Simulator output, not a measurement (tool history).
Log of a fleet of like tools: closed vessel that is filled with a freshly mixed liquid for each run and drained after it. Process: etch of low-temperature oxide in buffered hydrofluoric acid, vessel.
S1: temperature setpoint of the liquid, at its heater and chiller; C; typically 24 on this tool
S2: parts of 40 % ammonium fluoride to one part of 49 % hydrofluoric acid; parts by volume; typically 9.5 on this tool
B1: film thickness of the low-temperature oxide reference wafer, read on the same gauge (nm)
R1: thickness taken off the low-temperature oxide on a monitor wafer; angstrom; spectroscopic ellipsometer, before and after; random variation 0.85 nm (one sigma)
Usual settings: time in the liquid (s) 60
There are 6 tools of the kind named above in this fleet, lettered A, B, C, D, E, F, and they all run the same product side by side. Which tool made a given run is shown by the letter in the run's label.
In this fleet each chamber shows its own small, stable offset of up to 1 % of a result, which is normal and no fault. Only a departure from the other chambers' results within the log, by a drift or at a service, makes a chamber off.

{"run": "1F", "hour": 4.6, "S1": 24, "S2": 9.5, "time in the liquid (s)": 60, "B1": 60.046, "R1": 2520.1}
{"run": "2E", "hour": 8.9, "S1": 24, "S2": 9.5, "time in the liquid (s)": 60, "B1": 60.04, "R1": 2494.3}
{"run": "3A", "hour": 13.5, "S1": 24, "S2": 9.5, "time in the liquid (s)": 60, "B1": 59.993, "R1": 2512.6}
{"run": "4D", "hour": 20.0, "S1": 24, "S2": 9.5, "time in the liquid (s)": 60, "B1": 59.988, "R1": 2536.7}
{"run": "5C", "hour": 23.5, "S1": 24, "S2": 9.5, "time in the liquid (s)": 60, "B1": 59.981, "R1": 2490.5}
{"run": "6B", "hour": 27.2, "S1": 22.5, "S2": 12, "time in the liquid (s)": 60, "B1": 59.98, "R1": 1874.4}
{"run": "7E", "hour": 32.6, "S1": 22.5, "S2": 12, "time in the liquid (s)": 60, "B1": 60.037, "R1": 1860.4}
{"run": "8A", "hour": 36.7, "S1": 22.5, "S2": 12, "time in the liquid (s)": 60, "B1": 59.978, "R1": 1873.1}
{"run": "9C", "hour": 40.8, "S1": 22.5, "S2": 12, "time in the liquid (s)": 60, "B1": 60.031, "R1": 1859.7}
{"run": "10B", "hour": 45.1, "S1": 22.5, "S2": 12, "time in the liquid (s)": 60, "B1": 60.003, "R1": 1872.9}
{"run": "11F", "hour": 48.4, "S1": 22.5, "S2": 12, "time in the liquid (s)": 60, "B1": 59.989, "R1": 1867.5}
{"run": "12D", "hour": 54.6, "S1": 21.5, "S2": 10.5, "time in the liquid (s)": 60, "B1": 60.008, "R1": 2043.6}
{"run": "13F", "hour": 59.8, "S1": 21.5, "S2": 10.5, "time in the liquid (s)": 60, "B1": 60.055, "R1": 2021.7}
{"run": "14B", "hour": 63.4, "S1": 21.5, "S2": 10.5, "time in the liquid (s)": 60, "B1": 60.001, "R1": 2020.8}
{"run": "15C", "hour": 66.9, "S1": 21.5, "S2": 10.5, "time in the liquid (s)": 60, "B1": 59.981, "R1": 2013.2}
{"run": "16E", "hour": 70.6, "S1": 21.5, "S2": 10.5, "time in the liquid (s)": 60, "B1": 60.009, "R1": 2017.6}
{"run": "17A", "hour": 76.6, "S1": 21.5, "S2": 10.5, "time in the liquid (s)": 60, "B1": 59.98, "R1": 2010.1}
{"run": "18D", "hour": 81.1, "S1": 24, "S2": 9.5, "time in the liquid (s)": 60, "B1": 60.036, "R1": 2534.7}
{"run": "19E", "hour": 88.0, "S1": 24, "S2": 9.5, "time in the liquid (s)": 60, "B1": 59.955, "R1": 2486.5}
{"run": "20D", "hour": 93.5, "S1": 24, "S2": 9.5, "time in the liquid (s)": 60, "B1": 60.013, "R1": 2521.7}
{"run": "21B", "hour": 98.9, "S1": 24, "S2": 9.5, "time in the liquid (s)": 60, "B1": 59.986, "R1": 2515.2}
{"run": "22F", "hour": 105.3, "S1": 24, "S2": 9.5, "time in the liquid (s)": 60, "B1": 60.044, "R1": 2515}
{"run": "23C", "hour": 108.6, "S1": 24, "S2": 9.5, "time in the liquid (s)": 60, "B1": 60.058, "R1": 2503}
{"run": "24A", "hour": 112.4, "S1": 24, "S2": 9.5, "time in the liquid (s)": 60, "B1": 59.984, "R1": 2506.8}
{"run": "25A", "hour": 118.7, "S1": 24, "S2": 9.5, "time in the liquid (s)": 60, "B1": 59.997, "R1": 2493}
{"run": "26D", "hour": 123.7, "S1": 24, "S2": 9.5, "time in the liquid (s)": 60, "B1": 60.004, "R1": 2535.4}
{"run": "27F", "hour": 128.9, "S1": 24, "S2": 9.5, "time in the liquid (s)": 60, "B1": 59.976, "R1": 2497.9}
{"run": "28C", "hour": 134.0, "S1": 24, "S2": 9.5, "time in the liquid (s)": 60, "B1": 59.992, "R1": 2491.2}
{"run": "29E", "hour": 137.6, "S1": 24, "S2": 9.5, "time in the liquid (s)": 60, "B1": 60.007, "R1": 2498.7}
{"hour": 140.9, "done": "chamber F: thermometer replaced"}
{"run": "30B", "hour": 143.4, "S1": 24, "S2": 9.5, "time in the liquid (s)": 60, "B1": 60.016, "R1": 2496}
{"run": "31B", "hour": 148.3, "S1": 24, "S2": 9.5, "time in the liquid (s)": 60, "B1": 60.015, "R1": 2509.6}
{"run": "32F", "hour": 151.3, "S1": 24, "S2": 9.5, "time in the liquid (s)": 60, "B1": 60.015, "R1": 2513.2}
{"run": "33E", "hour": 154.8, "S1": 24, "S2": 9.5, "time in the liquid (s)": 60, "B1": 59.986, "R1": 2498.1}
{"run": "34A", "hour": 160.9, "S1": 24, "S2": 9.5, "time in the liquid (s)": 60, "B1": 60.023, "R1": 2499.1}
{"run": "35D", "hour": 167.8, "S1": 24, "S2": 9.5, "time in the liquid (s)": 60, "B1": 59.979, "R1": 2514.7}
{"run": "36C", "hour": 172.2, "S1": 24, "S2": 9.5, "time in the liquid (s)": 60, "B1": 59.966, "R1": 2499.1}
{"hour": 174.7, "done": "chamber B: thermometer replaced"}
{"run": "37E", "hour": 175.4, "S1": 24, "S2": 9.5, "time in the liquid (s)": 60, "B1": 59.994, "R1": 2490.6}
{"run": "38D", "hour": 181.4, "S1": 24, "S2": 9.5, "time in the liquid (s)": 60, "B1": 59.979, "R1": 2529.5}
{"run": "39C", "hour": 188.1, "S1": 24, "S2": 9.5, "time in the liquid (s)": 60, "B1": 60.021, "R1": 2508.6}
{"run": "40F", "hour": 192.1, "S1": 24, "S2": 6, "time in the liquid (s)": 35, "B1": 60.017, "R1": 2283.6}
{"run": "41B", "hour": 196.1, "S1": 24, "S2": 6, "time in the liquid (s)": 35, "B1": 59.96, "R1": 2248.8}

Each of the 6 chambers runs these same settings next. Fill in every chamber's results:
{"run": "42A", "hour": 201.1, "S1": 24, "S2": 11.5, "time in the liquid (s)": 60, "R1": "?"}
{"run": "42B", "hour": 201.1, "S1": 24, "S2": 11.5, "time in the liquid (s)": 60, "R1": "?"}
{"run": "42C", "hour": 201.1, "S1": 24, "S2": 11.5, "time in the liquid (s)": 60, "R1": "?"}
{"run": "42D", "hour": 201.1, "S1": 24, "S2": 11.5, "time in the liquid (s)": 60, "R1": "?"}
{"run": "42E", "hour": 201.1, "S1": 24, "S2": 11.5, "time in the liquid (s)": 60, "R1": "?"}
{"run": "42F", "hour": 201.1, "S1": 24, "S2": 11.5, "time in the liquid (s)": 60, "R1": "?"}

run=42A R1=2103.3
run=42B R1=2135.7
run=42C R1=2116.3
run=42D R1=2128.3
run=42E R1=2113.9
run=42F R1=2119.7
